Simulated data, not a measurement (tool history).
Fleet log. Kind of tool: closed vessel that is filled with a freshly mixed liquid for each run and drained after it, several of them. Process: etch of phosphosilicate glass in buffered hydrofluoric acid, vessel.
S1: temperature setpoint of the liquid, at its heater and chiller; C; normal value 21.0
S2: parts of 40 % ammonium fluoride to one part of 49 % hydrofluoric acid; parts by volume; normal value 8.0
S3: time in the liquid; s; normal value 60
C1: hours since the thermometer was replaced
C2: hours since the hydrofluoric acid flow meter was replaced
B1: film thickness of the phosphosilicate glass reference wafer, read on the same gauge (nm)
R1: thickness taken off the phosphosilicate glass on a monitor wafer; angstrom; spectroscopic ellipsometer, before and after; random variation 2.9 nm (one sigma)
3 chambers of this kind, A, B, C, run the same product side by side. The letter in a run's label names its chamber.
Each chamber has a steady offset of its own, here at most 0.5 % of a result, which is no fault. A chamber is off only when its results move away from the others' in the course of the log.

run 1B hour=11.7 | S1=21.0 S2=8.0 S3=60 | C1=297.3 C2=467.9 | B1=49.984 | R1=3137.2
run 2A hour=23.5 | S1=21.0 S2=8.0 S3=60 | C1=499.1 C2=631.5 | B1=49.997 | R1=3136.4
run 3C hour=30.7 | S1=21.0 S2=8.0 S3=60 | C1=435.9 C2=212.7 | B1=49.986 | R1=3119.4
run 4A hour=42.9 | S1=21.0 S2=8.0 S3=60 | C1=518.5 C2=650.9 | B1=50.012 | R1=3099.8
run 5C hour=55.5 | S1=21.0 S2=8.0 S3=60 | C1=460.7 C2=237.5 | B1=50.006 | R1=3140.0
run 6B hour=66.3 | S1=21.0 S2=11.0 S3=60 | C1=351.9 C2=522.5 | B1=50.009 | R1=2382.0
run 7B hour=78.2 | S1=21.0 S2=11.0 S3=60 | C1=363.8 C2=534.4 | B1=49.991 | R1=2341.9
run 8A hour=88.2 | S1=21.0 S2=11.0 S3=60 | C1=563.8 C2=696.2 | B1=50.006 | R1=2320.5
run 9C hour=98.2 | S1=21.0 S2=8.0 S3=60 | C1=503.4 C2=280.2 | B1=50.008 | R1=3152.4
run 10C hour=106.7 | S1=21.0 S2=10.5 S3=60 | C1=511.9 C2=288.7 | B1=49.991 | R1=2478.9
run 11B hour=114.0 | S1=21.0 S2=10.5 S3=60 | C1=399.6 C2=570.2 | B1=50.007 | R1=2473.6
run 12A hour=123.5 | S1=21.0 S2=10.5 S3=60 | C1=599.1 C2=731.5 | B1=49.993 | R1=2411.7
run 13A hour=131.8 | S1=21.0 S2=8.0 S3=60 | C1=607.4 C2=739.8 | B1=50.003 | R1=3056.4
run 14B hour=140.2 | S1=21.0 S2=8.0 S3=60 | C1=425.8 C2=596.4 | B1=49.998 | R1=3102.7
run 15C hour=148.0 | S1=25.5 S2=8.0 S3=60 | C1=553.2 C2=330.0 | B1=50.001 | R1=3956.0
run 16B hour=156.0 | S1=25.5 S2=8.0 S3=60 | C1=441.6 C2=612.2 | B1=50.000 | R1=3988.0
run 17C hour=165.9 | S1=25.5 S2=8.0 S3=60 | C1=571.1 C2=347.9 | B1=49.998 | R1=4030.8
run 18A hour=176.7 | S1=21.0 S2=8.0 S3=60 | C1=652.3 C2=784.7 | B1=50.006 | R1=2910.8
run 19A hour=185.1 | S1=21.0 S2=8.0 S3=60 | C1=660.7 C2=793.1 | B1=50.005 | R1=2935.9
run 20C hour=194.9 | S1=21.0 S2=8.0 S3=60 | C1=600.1 C2=376.9 | B1=49.998 | R1=3183.7
run 21B hour=202.7 | S1=21.0 S2=8.0 S3=60 | C1=488.3 C2=658.9 | B1=50.009 | R1=3169.8
run 22B hour=212.7 | S1=21.0 S2=8.0 S3=60 | C1=498.3 C2=668.9 | B1=50.017 | R1=3103.7
run 23C hour=221.9 | S1=25.5 S2=6.5 S3=60 | C1=627.1 C2=403.9 | B1=49.989 | R1=4837.4
run 24A hour=227.9 | S1=25.5 S2=6.5 S3=60 | C1=703.5 C2=835.9 | B1=49.994 | R1=4461.2

Is one chamber off against the others, does the gauge drift, or is nothing wrong? If a chamber is off, say which, and what the likeliest cause is.

One chamber, A, drifts off from the rest bit by bit.
Cause: liquid colder than its thermometer reads (K) = 1.84.
The log might look much the same if the cause were instead: hydrofluoric acid flow below the setpoint (%).

Here are 4 candidates for chamber A's next run, each the usual settings with a change, their results left as question marks. Which one brings its results back in line with what the others give on the usual settings?
To be in line, a result may differ from the other chambers' mean on the usual settings by at most: R1 100.0 angstrom
run 25A-1 hour=237.1 | S1=21.5 S2=8.0 S3=70 | R1=?
run 25A-2 hour=237.1 | S1=21.5 S2=8.0 S3=65 | R1=?
run 25A-3 hour=237.1 | S1=21.0 S2=9.5 S3=60 | R1=?
run 25A-4 hour=237.1 | S1=20.5 S2=8.0 S3=55 | R1=?

Average result of the remaining chambers running the usual settings: R1 3135.7 angstrom
run=25A-1 R1=3370.4
run=25A-2 R1=3129.7
run=25A-3 R1=2383.4
run=25A-4 R1=2501.9
With 25A-2, the chamber falls back in line with the rest.
